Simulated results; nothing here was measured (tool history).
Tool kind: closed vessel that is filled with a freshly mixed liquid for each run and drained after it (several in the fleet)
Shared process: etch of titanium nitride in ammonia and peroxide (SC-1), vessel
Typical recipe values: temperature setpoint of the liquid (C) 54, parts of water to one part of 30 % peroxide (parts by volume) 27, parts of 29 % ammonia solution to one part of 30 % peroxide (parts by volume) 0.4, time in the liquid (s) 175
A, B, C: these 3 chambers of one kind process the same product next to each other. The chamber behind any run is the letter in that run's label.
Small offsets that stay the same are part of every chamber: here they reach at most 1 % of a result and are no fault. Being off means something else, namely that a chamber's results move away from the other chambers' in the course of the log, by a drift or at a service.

run   hour  temperature setpoint of the liquid (C)  parts of water to one part of 30 % peroxide (parts by volume)  parts of 29 % ammonia solution to one part of 30 % peroxide (parts by volume)  time in the liquid (s)  hours since the thermometer was replaced  hours since the ammonia flow meter was replaced  hours since the drum of ammonia solution was connected  read-back film thickness of the titanium nitride reference wafer, read on the same gauge (nm)  thickness taken off the titanium nitride on a monitor wafer (angstrom)
 1B     13                                      54                                                             27                                                                            0.4                     175                                       547                                            301.5                                                   744.6                                                                                         109.97                                                                  105.18
 2A   20.3                                      54                                                             27                                                                            0.4                     175                                      58.6                                            408.5                                                   811.9                                                                                         109.99                                                                  105.88
 3C   32.6                                      54                                                             27                                                                            0.4                     175                                     872.3                                            999.9                                                   657.7                                                                                         109.97                                                                  105.81
 4A   40.7                                      54                                                             27                                                                            0.4                     175                                        79                                            428.9                                                   832.3                                                                                         110.01                                                                  105.29
      42.4  -- chamber B: new drum of ammonia solution connected
 5B   55.8                                      54                                                             27                                                                            0.4                     175                                     589.8                                            344.3                                                    13.5                                                                                         110.01                                                                  104.87
 6C   67.5                                      54                                                             27                                                                            0.4                     175                                     907.2                                           1034.8                                                   692.6                                                                                         109.99                                                                  106.94
 7B   76.1                                      54                                                             27                                                                            0.4                     175                                     610.1                                            364.6                                                    33.8                                                                                         109.99                                                                  105.94
 8C   83.8                                      54                                                             27                                                                            0.4                     175                                     923.5                                           1051.1                                                   708.9                                                                                         109.99                                                                  105.95
 9A   92.5                                      54                                                             27                                                                            0.4                     175                                     130.8                                            480.7                                                   884.1                                                                                         109.99                                                                  105.64
10C    100                                      54                                                             27                                                                            0.4                     175                                     939.7                                           1067.3                                                   725.1                                                                                         110.01                                                                  107.52
11A  111.6                                      54                                                             27                                                                            0.4                     175                                     149.9                                            499.8                                                   903.2                                                                                            110                                                                  105.02
12B  126.3                                      54                                                             27                                                                            0.4                     175                                     660.3                                            414.8                                                      84                                                                                            110                                                                  105.77
13C  134.2                                      54                                                           18.5                                                                            0.4                     175                                     973.9                                           1101.5                                                   759.3                                                                                         110.01                                                                  132.21
     139.1  -- chamber A: new drum of ammonia solution connected
14B    150                                      54                                                           18.5                                                                            0.4                     175                                       684                                            438.5                                                   107.7                                                                                         109.97                                                                  131.45
15A  163.4                                      54                                                           18.5                                                                            0.4                     175                                     201.7                                            551.6                                                    24.3                                                                                         109.99                                                                  131.18
     168.9  -- chamber B: thermometer replaced
16B  171.8                                      54                                                             27                                                                            0.4                     175                                         3                                            460.3                                                   129.5                                                                                         110.03                                                                  105.87
17C  186.8                                    60.5                                                             27                                                                           0.25                     175                                    1026.5                                           1154.1                                                   811.9                                                                                         110.01                                                                  151.75
18A  198.3                                    60.5                                                             27                                                                           0.25                     175                                     236.6                                            586.5                                                    59.2                                                                                         110.03                                                                  151.09
19C  209.7                                    60.5                                                             27                                                                           0.25                     175                                    1049.4                                             1177                                                   834.8                                                                                         109.97                                                                  152.85
20A  218.8                                      54                                                             27                                                                            0.4                     175                                     257.1                                              607                                                    79.7                                                                                         109.99                                                                  105.98
21B  227.3                                      54                                                             27                                                                            0.4                     175                                      58.5                                            515.8                                                     185                                                                                            110                                                                  106.41
22C  241.8                                      54                                                           20.5                                                                            0.4                     175                                    1081.5                                           1209.1                                                   866.9                                                                                         110.02                                                                  129.82

Is one chamber off against the others, does the gauge drift, or is nothing wrong? If a chamber is off, say which, and what the likeliest cause is.

It is chamber C that slowly wanders off from its peers.
What lies behind it: liquid hotter than its thermometer reads (K) = 0.592.

Below are 4 candidate recipes for chamber C's next run, each the usual settings with a change, their results shown as question marks. Which of them brings C's results back in line with what the other chambers give on the usual settings?
Counts as in line when no further than this from what the other chambers average on the usual settings: thickness taken off the titanium nitride on a monitor wafer (angstrom) 2.4
23C-1  253.7                                      54                                                             27                                                                            0.4                     160                                                                                                                                                                                                                                                                                                                         ?
23C-2  253.7                                      54                                                             25                                                                            0.4                     175                                                                                                                                                                                                                                                                                                                         ?
23C-3  253.7                                      55                                                           26.5                                                                            0.4                     175                                                                                                                                                                                                                                                                                                                         ?
23C-4  253.7                                    53.5                                                           27.5                                                                            0.4                     175                                                                                                                                                                                                                                                                                                                         ?

Average result of the remaining chambers running the usual settings: thickness taken off the titanium nitride on a monitor wafer (angstrom) 105.66
  run  thickness taken off the titanium nitride on a monitor wafer (angstrom)
23C-1                                                                   101.5
23C-2                                                                  115.93
23C-3                                                                  120.11
23C-4                                                                  106.21
The answer is 23C-4, which returns the chamber to within the allowed miss of the others.
